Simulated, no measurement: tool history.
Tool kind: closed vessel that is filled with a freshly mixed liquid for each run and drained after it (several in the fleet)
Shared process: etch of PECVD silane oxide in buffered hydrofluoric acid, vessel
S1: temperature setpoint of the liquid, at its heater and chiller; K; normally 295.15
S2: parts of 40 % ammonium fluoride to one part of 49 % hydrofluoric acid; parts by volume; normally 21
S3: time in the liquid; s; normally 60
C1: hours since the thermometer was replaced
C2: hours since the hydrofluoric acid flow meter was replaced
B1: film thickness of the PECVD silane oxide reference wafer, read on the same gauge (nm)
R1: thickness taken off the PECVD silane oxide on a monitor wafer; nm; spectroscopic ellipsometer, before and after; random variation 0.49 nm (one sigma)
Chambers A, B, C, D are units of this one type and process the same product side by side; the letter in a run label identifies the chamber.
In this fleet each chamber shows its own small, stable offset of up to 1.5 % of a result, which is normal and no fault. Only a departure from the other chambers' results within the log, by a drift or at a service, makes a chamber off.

run,hour,S1,S2,S3,C1,C2,B1,R1
1C,6,295.15,21,60,616,1318.4,149.98,59.032
2D,12.8,295.15,21,60,1230.2,344.6,150.01,58.698
3A,20.7,295.15,21,60,231.3,249.7,149.98,59.153
4B,27.2,295.15,21,60,324.8,2085.9,149.98,58.026
5C,39.8,295.15,21,60,649.8,1352.2,150.04,58.148
6A,50.4,295.15,21,60,261,279.4,150.01,58.009
7B,56,295.15,21,60,353.6,2114.7,150.01,56.76
8D,65.8,295.15,21,60,1283.2,397.6,150.03,57.704
# hour 71.4: chamber B: hydrofluoric acid flow meter replaced
9A,75.2,295.15,21,60,285.8,304.2,149.98,58.822
10D,86.8,295.15,21,60,1304.2,418.6,149.99,58.757
11C,96.8,295.15,21,60,706.8,1409.2,149.97,58.348
12B,109.5,292.65,26,60,407.1,38.1,150.05,44.09
13A,120.9,292.65,26,60,331.5,349.9,150,43.019
14D,132.4,292.65,26,60,1349.8,464.2,150.02,44.835
15C,142.4,292.65,26,60,752.4,1454.8,150.01,43.843
16B,149.2,295.15,21,60,446.8,77.8,149.99,58.053
17A,155.1,295.15,21,60,365.7,384.1,150.01,57.817
18C,163.8,295.15,21,60,773.8,1476.2,150.02,58.632
19B,172.9,295.15,21,60,470.5,101.5,149.99,57.51
20D,184.5,295.15,21,60,1401.9,516.3,150.01,59.318
21A,190.2,295.15,21,60,400.8,419.2,150.02,57.038
22D,199.2,290.65,21,85,1416.6,531,149.98,64.485
23B,209.4,290.65,21,85,507,138,150,63.392
24C,215.7,290.65,21,85,825.7,1528.1,149.99,63.659
25C,223.7,290.65,21,85,833.7,1536.1,150,62.685
26B,235.6,295.15,21,60,533.2,164.2,149.98,58.465
27D,247.2,295.15,21,60,1464.6,579,150.01,57.83
28A,258.9,295.15,21,60,469.5,487.9,150.03,56.002
29B,269.4,295.15,21,60,567,198,150.01,56.868
30D,276.6,295.15,21,60,1494,608.4,150.02,58.666
31A,283,295.15,21,60,493.6,512,150,55.853
32C,292.3,295.15,21,60,902.3,1604.7,149.97,57.451
33A,299.8,295.15,21,60,510.4,528.8,149.97,54.626
34D,310.5,295.15,21,60,1527.9,642.3,149.96,59.275
35C,321.4,295.15,21,60,931.4,1633.8,150,57.879
36B,328.7,295.15,21,45,626.3,257.3,150.03,43.304
37D,337.7,295.15,21,45,1555.1,669.5,150,44.417
38C,347.6,295.15,21,45,957.6,1660,149.97,43.848
39A,358.9,295.15,21,45,569.5,587.9,149.99,40.746
40B,371.4,295.15,21,60,669,300,150.01,58.45
41C,377,295.15,21,60,987,1689.4,149.98,58.002

Is one chamber off against the others, does the gauge drift, or is nothing wrong? If a chamber is off, say which, and what the likeliest cause is.

One chamber, A, drifts off from the rest bit by bit.
Cause: hydrofluoric acid flow below the setpoint (%) = 9.89.
The log may not tell that from: liquid colder than its thermometer reads (K).

Below are 4 candidate recipes for chamber A's next run, each the usual settings with a change, their results shown as question marks. Which of them brings A's results back in line with what the other chambers give on the usual settings?
To be in line, a result may differ from the other chambers' mean on the usual settings by at most: R1 1.7 nm
42A-1,386,295.15,20.5,60,,,,?
42A-2,386,295.65,20,60,,,,?
42A-3,386,294.65,22,60,,,,?
42A-4,386,295.15,21.5,60,,,,?

The other chambers' mean on the usual settings: R1 58.048 nm
run,R1
42A-1,55
42A-2,57.515
42A-3,50.948
42A-4,53.224
The answer is 42A-2, which returns the chamber to within the allowed miss of the others.

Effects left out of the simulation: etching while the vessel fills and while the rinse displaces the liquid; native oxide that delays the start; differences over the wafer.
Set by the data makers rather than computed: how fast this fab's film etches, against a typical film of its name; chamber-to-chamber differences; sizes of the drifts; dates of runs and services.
